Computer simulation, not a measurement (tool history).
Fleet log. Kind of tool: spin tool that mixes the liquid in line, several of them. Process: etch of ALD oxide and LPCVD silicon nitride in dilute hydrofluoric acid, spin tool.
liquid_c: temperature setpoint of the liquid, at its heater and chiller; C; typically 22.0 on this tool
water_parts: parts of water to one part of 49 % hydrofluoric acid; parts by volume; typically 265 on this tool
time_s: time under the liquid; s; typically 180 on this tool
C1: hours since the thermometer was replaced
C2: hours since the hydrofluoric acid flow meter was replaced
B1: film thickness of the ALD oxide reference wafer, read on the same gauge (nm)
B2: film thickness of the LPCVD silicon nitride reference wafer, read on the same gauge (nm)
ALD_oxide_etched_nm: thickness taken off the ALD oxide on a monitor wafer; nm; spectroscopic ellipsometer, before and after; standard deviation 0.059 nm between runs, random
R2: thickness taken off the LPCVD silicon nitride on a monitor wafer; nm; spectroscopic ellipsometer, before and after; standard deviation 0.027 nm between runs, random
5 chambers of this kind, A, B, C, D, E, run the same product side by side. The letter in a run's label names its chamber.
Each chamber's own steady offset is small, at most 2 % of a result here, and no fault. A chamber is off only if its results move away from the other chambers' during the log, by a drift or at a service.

{"run": "1D", "day": 0.383, "liquid_c": 22.0, "water_parts": 265, "time_s": 180, "C1": 1074.4, "C2": 302.2, "B1": 110.04, "B2": 40.005, "ALD_oxide_etched_nm": 6.9707, "R2": 0.28334}
{"day": 0.579, "done": "chamber B: hydrofluoric acid flow meter replaced"}
{"run": "2E", "day": 0.8, "liquid_c": 22.0, "water_parts": 265, "time_s": 180, "C1": 1277.7, "C2": 1195.1, "B1": 109.98, "B2": 40.0, "ALD_oxide_etched_nm": 6.8574, "R2": 0.21138}
{"run": "3A", "day": 1.108, "liquid_c": 22.0, "water_parts": 265, "time_s": 180, "C1": 442.7, "C2": 602.3, "B1": 110.06, "B2": 39.993, "ALD_oxide_etched_nm": 6.7662, "R2": 0.21842}
{"run": "4C", "day": 1.692, "liquid_c": 22.0, "water_parts": 265, "time_s": 180, "C1": 311.0, "C2": 1297.8, "B1": 110.03, "B2": 40.026, "ALD_oxide_etched_nm": 6.9015, "R2": 0.30014}
{"run": "5B", "day": 2.162, "liquid_c": 26.5, "water_parts": 155, "time_s": 180, "C1": 1159.9, "C2": 38.1, "B1": 109.97, "B2": 40.014, "ALD_oxide_etched_nm": 16.05, "R2": 0.5516}
{"run": "6B", "day": 2.471, "liquid_c": 26.5, "water_parts": 155, "time_s": 180, "C1": 1167.3, "C2": 45.5, "B1": 109.98, "B2": 39.985, "ALD_oxide_etched_nm": 15.957, "R2": 0.69884}
{"run": "7C", "day": 2.904, "liquid_c": 26.5, "water_parts": 155, "time_s": 180, "C1": 340.1, "C2": 1326.9, "B1": 109.93, "B2": 39.993, "ALD_oxide_etched_nm": 15.937, "R2": 0.51251}
{"run": "8E", "day": 3.233, "liquid_c": 26.5, "water_parts": 155, "time_s": 180, "C1": 1336.1, "C2": 1253.5, "B1": 109.97, "B2": 39.994, "ALD_oxide_etched_nm": 15.684, "R2": 0.66027}
{"run": "9D", "day": 3.667, "liquid_c": 26.5, "water_parts": 155, "time_s": 180, "C1": 1153.2, "C2": 381.0, "B1": 110.02, "B2": 40.018, "ALD_oxide_etched_nm": 15.971, "R2": 0.50808}
{"run": "10A", "day": 4.238, "liquid_c": 22.0, "water_parts": 265, "time_s": 180, "C1": 517.8, "C2": 677.4, "B1": 109.99, "B2": 39.993, "ALD_oxide_etched_nm": 6.7903, "R2": 0.22124}
{"run": "11D", "day": 4.533, "liquid_c": 22.0, "water_parts": 265, "time_s": 180, "C1": 1174.0, "C2": 401.8, "B1": 110.07, "B2": 39.998, "ALD_oxide_etched_nm": 6.9391, "R2": 0.29545}
{"run": "12B", "day": 5.042, "liquid_c": 22.0, "water_parts": 265, "time_s": 180, "C1": 1229.0, "C2": 107.2, "B1": 110.01, "B2": 39.999, "ALD_oxide_etched_nm": 6.9352, "R2": 0.28008}
{"run": "13C", "day": 5.421, "liquid_c": 22.0, "water_parts": 265, "time_s": 180, "C1": 400.5, "C2": 1387.3, "B1": 110.02, "B2": 40.008, "ALD_oxide_etched_nm": 6.8782, "R2": 0.30175}
{"run": "14A", "day": 5.717, "liquid_c": 22.0, "water_parts": 265, "time_s": 215, "C1": 553.3, "C2": 712.9, "B1": 109.98, "B2": 40.002, "ALD_oxide_etched_nm": 8.2357, "R2": 0.31945}
{"run": "15E", "day": 6.088, "liquid_c": 22.0, "water_parts": 265, "time_s": 215, "C1": 1404.6, "C2": 1322.0, "B1": 109.99, "B2": 40.016, "ALD_oxide_etched_nm": 8.417, "R2": 0.27662}
{"run": "16C", "day": 6.554, "liquid_c": 22.0, "water_parts": 265, "time_s": 215, "C1": 427.7, "C2": 1414.5, "B1": 109.97, "B2": 40.007, "ALD_oxide_etched_nm": 8.2755, "R2": 0.35122}
{"run": "17D", "day": 7.05, "liquid_c": 22.0, "water_parts": 265, "time_s": 215, "C1": 1234.4, "C2": 462.2, "B1": 109.98, "B2": 39.997, "ALD_oxide_etched_nm": 8.4867, "R2": 0.34439}
{"run": "18E", "day": 7.358, "liquid_c": 22.0, "water_parts": 265, "time_s": 215, "C1": 1435.1, "C2": 1352.5, "B1": 110.02, "B2": 39.998, "ALD_oxide_etched_nm": 8.193, "R2": 0.34035}
{"run": "19A", "day": 7.75, "liquid_c": 22.0, "water_parts": 265, "time_s": 180, "C1": 602.1, "C2": 761.7, "B1": 110.01, "B2": 40.019, "ALD_oxide_etched_nm": 6.9347, "R2": 0.21243}
{"run": "20B", "day": 8.342, "liquid_c": 22.0, "water_parts": 265, "time_s": 180, "C1": 1308.2, "C2": 186.4, "B1": 110.01, "B2": 39.994, "ALD_oxide_etched_nm": 7.0558, "R2": 0.25096}
{"run": "21D", "day": 8.679, "liquid_c": 22.0, "water_parts": 265, "time_s": 180, "C1": 1273.5, "C2": 501.3, "B1": 109.96, "B2": 39.97, "ALD_oxide_etched_nm": 6.9675, "R2": 0.28919}
{"day": 9.042, "done": "chamber C: thermometer replaced"}
{"run": "22E", "day": 9.104, "liquid_c": 22.0, "water_parts": 265, "time_s": 180, "C1": 1477.0, "C2": 1394.4, "B1": 110.0, "B2": 39.999, "ALD_oxide_etched_nm": 6.9266, "R2": 0.24032}
{"run": "23A", "day": 9.421, "liquid_c": 22.0, "water_parts": 265, "time_s": 180, "C1": 642.2, "C2": 801.8, "B1": 110.03, "B2": 39.996, "ALD_oxide_etched_nm": 6.8922, "R2": 0.27137}
{"run": "24B", "day": 9.858, "liquid_c": 18.0, "water_parts": 265, "time_s": 230, "C1": 1344.6, "C2": 222.8, "B1": 109.96, "B2": 39.998, "ALD_oxide_etched_nm": 7.635, "R2": 0.28395}
{"run": "25C", "day": 10.162, "liquid_c": 18.0, "water_parts": 265, "time_s": 230, "C1": 27.0, "C2": 1501.1, "B1": 109.99, "B2": 39.989, "ALD_oxide_etched_nm": 7.5845, "R2": 0.27098}
{"run": "26C", "day": 10.525, "liquid_c": 18.0, "water_parts": 265, "time_s": 230, "C1": 35.7, "C2": 1509.8, "B1": 110.01, "B2": 39.997, "ALD_oxide_etched_nm": 7.5991, "R2": 0.29523}
{"run": "27B", "day": 11.108, "liquid_c": 18.0, "water_parts": 265, "time_s": 230, "C1": 1374.6, "C2": 252.8, "B1": 110.01, "B2": 39.994, "ALD_oxide_etched_nm": 7.5247, "R2": 0.26931}
{"day": 11.221, "done": "chamber D: hydrofluoric acid flow meter replaced"}
{"day": 11.5, "done": "chamber A: hydrofluoric acid flow meter replaced"}
{"run": "28D", "day": 11.738, "liquid_c": 18.0, "water_parts": 265, "time_s": 230, "C1": 1346.9, "C2": 12.5, "B1": 110.0, "B2": 40.025, "ALD_oxide_etched_nm": 7.606, "R2": 0.30777}
{"run": "29A", "day": 12.079, "liquid_c": 22.0, "water_parts": 265, "time_s": 180, "C1": 706.0, "C2": 13.9, "B1": 109.96, "B2": 40.019, "ALD_oxide_etched_nm": 6.8287, "R2": 0.26504}
{"run": "30E", "day": 12.558, "liquid_c": 22.0, "water_parts": 265, "time_s": 180, "C1": 1559.9, "C2": 1477.3, "B1": 109.96, "B2": 39.995, "ALD_oxide_etched_nm": 6.9069, "R2": 0.28878}
{"run": "31B", "day": 13.083, "liquid_c": 22.0, "water_parts": 265, "time_s": 180, "C1": 1422.0, "C2": 300.2, "B1": 110.03, "B2": 40.012, "ALD_oxide_etched_nm": 6.9106, "R2": 0.25312}

Is one chamber off against the others, does the gauge drift, or is nothing wrong? If a chamber is off, say which, and what the likeliest cause is.

Nothing is wrong: each chamber keeps only its own small, steady offset and the gauge holds still.
